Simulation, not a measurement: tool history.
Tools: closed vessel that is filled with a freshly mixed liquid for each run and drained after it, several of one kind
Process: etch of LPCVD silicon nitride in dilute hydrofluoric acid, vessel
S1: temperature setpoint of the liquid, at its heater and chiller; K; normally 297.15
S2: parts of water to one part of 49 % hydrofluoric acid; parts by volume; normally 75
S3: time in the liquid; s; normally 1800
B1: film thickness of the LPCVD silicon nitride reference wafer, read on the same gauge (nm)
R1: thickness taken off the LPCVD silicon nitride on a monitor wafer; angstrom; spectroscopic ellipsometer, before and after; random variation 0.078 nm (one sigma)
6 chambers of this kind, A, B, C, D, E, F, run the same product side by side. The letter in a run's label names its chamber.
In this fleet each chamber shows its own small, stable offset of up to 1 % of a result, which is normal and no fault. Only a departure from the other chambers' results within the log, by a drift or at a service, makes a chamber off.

{"run": "1C", "hour": 14.9, "S1": 297.15, "S2": 75, "S3": 1800, "B1": 50.014, "R1": 110.02}
{"run": "2E", "hour": 28.2, "S1": 297.15, "S2": 75, "S3": 1800, "B1": 50.021, "R1": 108.83}
{"run": "3F", "hour": 43.1, "S1": 297.15, "S2": 75, "S3": 1800, "B1": 49.995, "R1": 109.04}
{"run": "4D", "hour": 52.9, "S1": 297.15, "S2": 75, "S3": 1800, "B1": 50.009, "R1": 107.69}
{"run": "5A", "hour": 64.6, "S1": 297.15, "S2": 75, "S3": 1800, "B1": 49.994, "R1": 109.57}
{"run": "6B", "hour": 73.5, "S1": 297.15, "S2": 75, "S3": 1800, "B1": 49.996, "R1": 107.2}
{"run": "7D", "hour": 85.4, "S1": 297.15, "S2": 75, "S3": 1800, "B1": 49.989, "R1": 109.33}
{"hour": 91.9, "done": "chamber E: hydrofluoric acid flow meter replaced"}
{"run": "8E", "hour": 94.4, "S1": 297.15, "S2": 75, "S3": 1800, "B1": 50.008, "R1": 109.41}
{"run": "9F", "hour": 108.1, "S1": 297.15, "S2": 75, "S3": 1800, "B1": 50.019, "R1": 108.88}
{"run": "10B", "hour": 118.3, "S1": 297.15, "S2": 75, "S3": 1800, "B1": 49.981, "R1": 109.56}
{"run": "11C", "hour": 127.7, "S1": 297.15, "S2": 75, "S3": 2380, "B1": 49.956, "R1": 143.78}
{"hour": 136.2, "done": "chamber C: thermometer replaced"}
{"run": "12A", "hour": 138.4, "S1": 297.15, "S2": 75, "S3": 2380, "B1": 50.031, "R1": 145.49}
{"run": "13A", "hour": 151.4, "S1": 297.15, "S2": 75, "S3": 2380, "B1": 49.971, "R1": 146.78}
{"run": "14D", "hour": 160.9, "S1": 297.15, "S2": 75, "S3": 2380, "B1": 49.989, "R1": 145.82}
{"run": "15C", "hour": 174.6, "S1": 297.15, "S2": 75, "S3": 2380, "B1": 50.008, "R1": 145.5}
{"run": "16E", "hour": 181.9, "S1": 297.15, "S2": 75, "S3": 2380, "B1": 49.976, "R1": 144.43}
{"run": "17B", "hour": 190.9, "S1": 297.15, "S2": 75, "S3": 1800, "B1": 49.999, "R1": 108.09}
{"run": "18F", "hour": 200.6, "S1": 297.15, "S2": 75, "S3": 1800, "B1": 49.976, "R1": 108.78}
{"run": "19F", "hour": 211.6, "S1": 297.15, "S2": 75, "S3": 1800, "B1": 49.956, "R1": 107.21}
{"run": "20D", "hour": 223.3, "S1": 297.15, "S2": 75, "S3": 1800, "B1": 50.023, "R1": 107.55}
{"run": "21C", "hour": 232.8, "S1": 292.65, "S2": 75, "S3": 1395, "B1": 50.004, "R1": 62.55}
{"hour": 243.2, "done": "chamber C: hydrofluoric acid flow meter replaced"}
{"run": "22A", "hour": 246.2, "S1": 292.65, "S2": 75, "S3": 1395, "B1": 50.005, "R1": 62.414}
{"hour": 253.4, "done": "chamber B: thermometer replaced"}
{"run": "23B", "hour": 261.2, "S1": 292.65, "S2": 75, "S3": 1395, "B1": 50.009, "R1": 62.367}
{"run": "24E", "hour": 275.9, "S1": 292.65, "S2": 75, "S3": 1395, "B1": 50.028, "R1": 61.615}
{"run": "25E", "hour": 283.1, "S1": 292.65, "S2": 75, "S3": 1395, "B1": 50.001, "R1": 61.818}
{"run": "26F", "hour": 296.6, "S1": 292.65, "S2": 75, "S3": 1395, "B1": 50.007, "R1": 59.467}
{"run": "27C", "hour": 306.1, "S1": 297.15, "S2": 75, "S3": 1800, "B1": 49.998, "R1": 109.69}
{"run": "28B", "hour": 319.3, "S1": 297.15, "S2": 75, "S3": 1390, "B1": 49.98, "R1": 84.09}
{"run": "29A", "hour": 334.2, "S1": 297.15, "S2": 75, "S3": 1390, "B1": 50.001, "R1": 84.243}
{"run": "30D", "hour": 347.0, "S1": 297.15, "S2": 75, "S3": 1390, "B1": 49.983, "R1": 83.674}
{"run": "31B", "hour": 355.9, "S1": 297.15, "S2": 75, "S3": 1390, "B1": 49.99, "R1": 83.531}
{"run": "32F", "hour": 364.5, "S1": 297.15, "S2": 75, "S3": 1390, "B1": 49.968, "R1": 77.689}
{"run": "33A", "hour": 380.1, "S1": 297.15, "S2": 75, "S3": 1390, "B1": 50.014, "R1": 84.862}
{"run": "34C", "hour": 394.0, "S1": 297.15, "S2": 75, "S3": 1800, "B1": 49.992, "R1": 109.5}
{"run": "35E", "hour": 404.1, "S1": 294.65, "S2": 60, "S3": 1800, "B1": 50.015, "R1": 113.6}
{"run": "36D", "hour": 417.5, "S1": 294.65, "S2": 60, "S3": 1800, "B1": 49.995, "R1": 114.87}
{"run": "37F", "hour": 428.7, "S1": 294.65, "S2": 60, "S3": 1800, "B1": 50.017, "R1": 104.04}
{"run": "38B", "hour": 443.9, "S1": 294.65, "S2": 60, "S3": 1800, "B1": 49.98, "R1": 113.81}

Which is it: a chamber that has drifted or been left off by a service, a gauge drift common to all chambers, or only each chamber's usual small offset? If a chamber is off, name it and its likeliest cause.

It is chamber F that slowly wanders off from its peers.
Cause: liquid colder than its thermometer reads (K) = 1.53.
The log may not separate it from: hydrofluoric acid flow below the setpoint (%).

Here are 4 candidates for chamber F's next run, each the usual settings with a change, their results left as question marks. Which one brings its results back in line with what the others give on the usual settings?
In line means no further than this from the other chambers' mean on the usual settings: R1 2.7 angstrom
{"run": "39F-1", "hour": 455.6, "S1": 297.15, "S2": 80, "S3": 1725, "R1": "?"}
{"run": "39F-2", "hour": 455.6, "S1": 297.15, "S2": 75, "S3": 2120, "R1": "?"}
{"run": "39F-3", "hour": 455.6, "S1": 296.65, "S2": 80, "S3": 1670, "R1": "?"}
{"run": "39F-4", "hour": 455.6, "S1": 297.15, "S2": 75, "S3": 1980, "R1": "?"}

Other chambers, usual settings, mean: R1 108.99 angstrom
run=39F-1 R1=88.456
run=39F-2 R1=115.93
run=39F-3 R1=82.741
run=39F-4 R1=108.28
39F-4 puts the chamber back in line with the other chambers.
